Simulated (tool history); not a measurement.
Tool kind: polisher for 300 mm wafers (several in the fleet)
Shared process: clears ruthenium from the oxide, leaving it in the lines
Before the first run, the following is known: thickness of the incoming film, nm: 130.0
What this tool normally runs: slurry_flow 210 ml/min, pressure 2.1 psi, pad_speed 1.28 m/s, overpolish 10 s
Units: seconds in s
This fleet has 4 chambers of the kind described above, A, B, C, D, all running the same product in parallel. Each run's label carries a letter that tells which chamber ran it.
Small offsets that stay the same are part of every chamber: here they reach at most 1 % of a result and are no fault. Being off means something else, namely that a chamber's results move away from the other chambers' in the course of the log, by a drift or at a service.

run,hour,slurry_flow,pressure,pad_speed,overpolish,wafers polished on this pad,hours since the slurry nozzle was cleaned,hours since the head pressure was calibrated,seconds
# hour 1.4: chamber A: worn pad replaced by a new one
1C,2.9,210,2.1,1.28,10,368,42.7,131.7,101.93
# hour 4.9: chamber D: worn pad replaced by a new one
2A,6.9,210,2.1,1.28,10,38,80,386,101.88
3D,11.6,210,2.1,1.28,10,47,291.1,518.2,106.45
4B,15.2,210,2.1,1.28,10,246,372.5,891.5,103.35
5C,17.7,210,2.1,1.28,10,470,57.5,146.5,101.04
6D,21.5,210,2.1,1.28,10,115,301,528.1,103.42
7A,25.8,210,2.1,1.28,10,169,98.9,404.9,105.25
8B,30.6,210,1.4,1.28,10,353,387.9,906.9,156.13
9D,34.6,210,1.4,1.28,10,206,314.1,541.2,153.74
10A,39.1,210,1.4,1.28,10,261,112.2,418.2,156.92
11C,43,210,1.4,1.28,10,646,82.8,171.8,158.64
12B,46.1,210,2.1,1.28,10,460,403.4,922.4,102.8
13D,51.2,210,2.1,1.28,10,321,330.7,557.8,101.86
14A,55.7,210,2.1,1.28,10,376,128.8,434.8,104.38
15B,58.8,210,2.1,1.28,10,548,416.1,935.1,101.9
16C,61.4,210,2.1,1.28,10,773,101.2,190.2,108.63
17D,64.3,210,2.1,1.28,10,412,343.8,570.9,104.2
18A,66.8,210,2.1,1.28,10,453,139.9,445.9,105.61
19C,71.6,210,2.1,1.28,10,844,111.4,200.4,108.08
20B,74.1,210,2.1,1.28,10,654,431.4,950.4,103.74
21C,79.3,210,2.1,1.28,10,897,119.1,208.1,112.2
22A,83.1,210,2.1,1.28,10,566,156.2,462.2,104.4
23B,87.7,210,2.1,1.28,10,749,445,964,102.13
24D,90.6,210,2.1,1.28,10,594,370.1,597.2,103.9
25B,94.9,210,2.1,1.28,10,798,452.2,971.2,103.15

All 4 chambers run these settings next. Forecast each chamber's results:
26A,98.6,210,2.1,1.28,10,,,,?
26B,98.6,210,2.1,1.28,10,,,,?
26C,98.6,210,2.1,1.28,10,,,,?
26D,98.6,210,2.1,1.28,10,,,,?

run,seconds
26A,103.61
26B,101.34
26C,118.21
26D,106.72
